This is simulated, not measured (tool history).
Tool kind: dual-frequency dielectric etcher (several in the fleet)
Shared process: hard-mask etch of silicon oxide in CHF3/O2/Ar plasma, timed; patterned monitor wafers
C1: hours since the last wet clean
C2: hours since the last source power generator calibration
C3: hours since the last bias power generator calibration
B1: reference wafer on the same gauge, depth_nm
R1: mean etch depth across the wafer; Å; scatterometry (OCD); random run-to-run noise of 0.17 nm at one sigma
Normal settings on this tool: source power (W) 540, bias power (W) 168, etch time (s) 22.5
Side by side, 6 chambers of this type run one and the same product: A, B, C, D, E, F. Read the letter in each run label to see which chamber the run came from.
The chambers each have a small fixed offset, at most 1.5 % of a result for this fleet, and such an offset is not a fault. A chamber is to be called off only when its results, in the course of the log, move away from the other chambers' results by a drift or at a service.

At day 0.100: chamber F: source power generator calibrated.
Run 1C, day 0.412: usual settings; C1 463.1; C2 4088.0; C3 1577.6; B1 38.191. Result: R1 416.60 Å.
Run 2B, day 0.767: usual settings; C1 31.2; C2 628.7; C3 4805.1; B1 38.194. Result: R1 417.27 Å.
Run 3E, day 1.154: usual settings; C1 258.8; C2 333.4; C3 1961.2; B1 38.194. Result: R1 418.60 Å.
At day 1.333: chamber D: source power generator calibrated.
Run 4A, day 1.525: usual settings; C1 514.6; C2 2833.4; C3 1218.3; B1 38.176. Result: R1 416.11 Å.
Run 5F, day 1.933: usual settings; C1 455.7; C2 44.1; C3 930.3; B1 38.173. Result: R1 415.66 Å.
At day 2.300: chamber C: wet clean of the chamber.
Run 6D, day 2.333: usual settings; C1 582.7; C2 24.0; C3 1015.1; B1 38.193. Result: R1 420.58 Å.
At day 2.646: chamber D: wet clean of the chamber.
At day 2.738: chamber B: bias power generator calibrated.
Run 7E, day 2.750: usual settings; C1 297.1; C2 371.7; C3 1999.5; B1 38.212. Result: R1 421.71 Å.
Run 8C, day 2.938: usual settings; C1 15.4; C2 4148.6; C3 1638.2; B1 38.198. Result: R1 416.93 Å.
Run 9A, day 3.283: usual settings; C1 556.8; C2 2875.6; C3 1260.5; B1 38.195. Result: R1 416.60 Å.
Run 10D, day 3.517: usual settings; C1 21.0; C2 52.4; C3 1043.5; B1 38.170. Result: R1 421.42 Å.
Run 11B, day 3.825: usual settings; C1 104.6; C2 702.1; C3 26.1; B1 38.215. Result: R1 418.90 Å.
Run 12F, day 4.258: usual settings; C1 511.5; C2 99.9; C3 986.1; B1 38.215. Result: R1 417.28 Å.
Run 13A, day 4.558: usual settings; C1 587.4; C2 2906.2; C3 1291.1; B1 38.169. Result: R1 414.37 Å.
At day 4.612: chamber A: wet clean of the chamber.
Run 14E, day 4.767: usual settings; C1 345.5; C2 420.1; C3 2047.9; B1 38.182. Result: R1 418.49 Å.
Run 15C, day 4.996: usual settings; C1 64.8; C2 4198.0; C3 1687.6; B1 38.180. Result: R1 415.63 Å.
Run 16D, day 5.317: usual settings; C1 64.2; C2 95.6; C3 1086.7; B1 38.227. Result: R1 423.63 Å.
Run 17F, day 5.700: usual settings; C1 546.1; C2 134.5; C3 1020.7; B1 38.217. Result: R1 412.98 Å.
Run 18B, day 6.088: usual settings but bias power (W) 142; C1 158.9; C2 756.4; C3 80.4; B1 38.192. Result: R1 397.04 Å.
Run 19B, day 6.479: usual settings but bias power (W) 142; C1 168.3; C2 765.8; C3 89.8; B1 38.229. Result: R1 396.42 Å.
At day 6.571: chamber F: wet clean of the chamber.
Run 20D, day 6.904: usual settings but bias power (W) 142; C1 102.3; C2 133.7; C3 1124.8; B1 38.176. Result: R1 403.97 Å.
Run 21E, day 7.171: usual settings but bias power (W) 142; C1 403.2; C2 477.8; C3 2105.6; B1 38.201. Result: R1 395.87 Å.
Run 22C, day 7.604: usual settings but bias power (W) 142; C1 127.4; C2 4260.6; C3 1750.2; B1 38.172. Result: R1 393.89 Å.
Run 23F, day 7.850: usual settings but bias power (W) 142; C1 30.7; C2 186.1; C3 1072.3; B1 38.206. Result: R1 410.76 Å.
Run 24A, day 8.142: usual settings; C1 84.8; C2 2992.2; C3 1377.1; B1 38.159. Result: R1 416.51 Å.
At day 8.408: chamber E: wet clean of the chamber.
Run 25D, day 8.500: usual settings; C1 140.6; C2 172.0; C3 1163.1; B1 38.196. Result: R1 422.67 Å.
Run 26B, day 8.733: usual settings; C1 222.4; C2 819.9; C3 143.9; B1 38.198. Result: R1 420.47 Å.
Run 27C, day 9.146: usual settings but source power (W) 460; C1 164.4; C2 4297.6; C3 1787.2; B1 38.188. Result: R1 392.36 Å.
Run 28A, day 9.412: usual settings but source power (W) 460; C1 115.3; C2 3022.7; C3 1407.6; B1 38.195. Result: R1 391.12 Å.
Run 29E, day 9.642: usual settings but source power (W) 460; C1 29.6; C2 537.1; C3 2164.9; B1 38.205. Result: R1 393.81 Å.
Run 30F, day 9.892: usual settings but source power (W) 460; C1 79.7; C2 235.1; C3 1121.3; B1 38.178. Result: R1 410.94 Å.
Run 31D, day 10.125: usual settings but source power (W) 460; C1 179.6; C2 211.0; C3 1202.1; B1 38.154. Result: R1 398.46 Å.
Run 32F, day 10.542: usual settings but source power (W) 460; C1 95.3; C2 250.7; C3 1136.9; B1 38.206. Result: R1 412.33 Å.
Run 33E, day 10.800: usual settings; C1 57.4; C2 564.9; C3 2192.7; B1 38.199. Result: R1 418.04 Å.
At day 11.158: chamber C: bias power generator calibrated.
Run 34B, day 11.225: usual settings; C1 282.2; C2 879.7; C3 203.7; B1 38.180. Result: R1 416.51 Å.
Run 35C, day 11.617: usual settings; C1 223.7; C2 4356.9; C3 11.1; B1 38.229. Result: R1 414.05 Å.
Run 36A, day 11.921: usual settings but source power (W) 460; C1 175.5; C2 3082.9; C3 1467.8; B1 38.219. Result: R1 392.82 Å.
Run 37E, day 12.200: usual settings but source power (W) 460; C1 91.0; C2 598.5; C3 2226.3; B1 38.208. Result: R1 393.19 Å.
Run 38D, day 12.583: usual settings but source power (W) 460; C1 238.6; C2 270.0; C3 1261.1; B1 38.182. Result: R1 397.53 Å.
Run 39F, day 12.933: usual settings but source power (W) 460; C1 152.7; C2 308.1; C3 1194.3; B1 38.197. Result: R1 412.25 Å.
Run 40C, day 13.225: usual settings but source power (W) 460; C1 262.3; C2 4395.5; C3 49.7; B1 38.183. Result: R1 390.04 Å.
Run 41B, day 13.638: usual settings but source power (W) 460; C1 340.1; C2 937.6; C3 261.6; B1 38.198. Result: R1 394.43 Å.
Run 42A, day 13.904: usual settings; C1 223.1; C2 3130.5; C3 1515.4; B1 38.209. Result: R1 411.72 Å.
Run 43C, day 14.246: usual settings; C1 286.8; C2 4420.0; C3 74.2; B1 38.228. Result: R1 419.54 Å.
Run 44D, day 14.571: usual settings; C1 286.3; C2 317.7; C3 1308.8; B1 38.191. Result: R1 422.91 Å.

The same settings go to every chamber for the next run, one line per chamber below. Forecast the results for each:
Run 45A, day 14.883: usual settings. Result: R1 ?.
Run 45B, day 14.883: usual settings. Result: R1 ?.
Run 45C, day 14.883: usual settings. Result: R1 ?.
Run 45D, day 14.883: usual settings. Result: R1 ?.
Run 45E, day 14.883: usual settings. Result: R1 ?.
Run 45F, day 14.883: usual settings. Result: R1 ?.

run      R1
45A  417.00
45B  417.47
45C  417.13
45D  424.99
45E  420.07
45F  434.53

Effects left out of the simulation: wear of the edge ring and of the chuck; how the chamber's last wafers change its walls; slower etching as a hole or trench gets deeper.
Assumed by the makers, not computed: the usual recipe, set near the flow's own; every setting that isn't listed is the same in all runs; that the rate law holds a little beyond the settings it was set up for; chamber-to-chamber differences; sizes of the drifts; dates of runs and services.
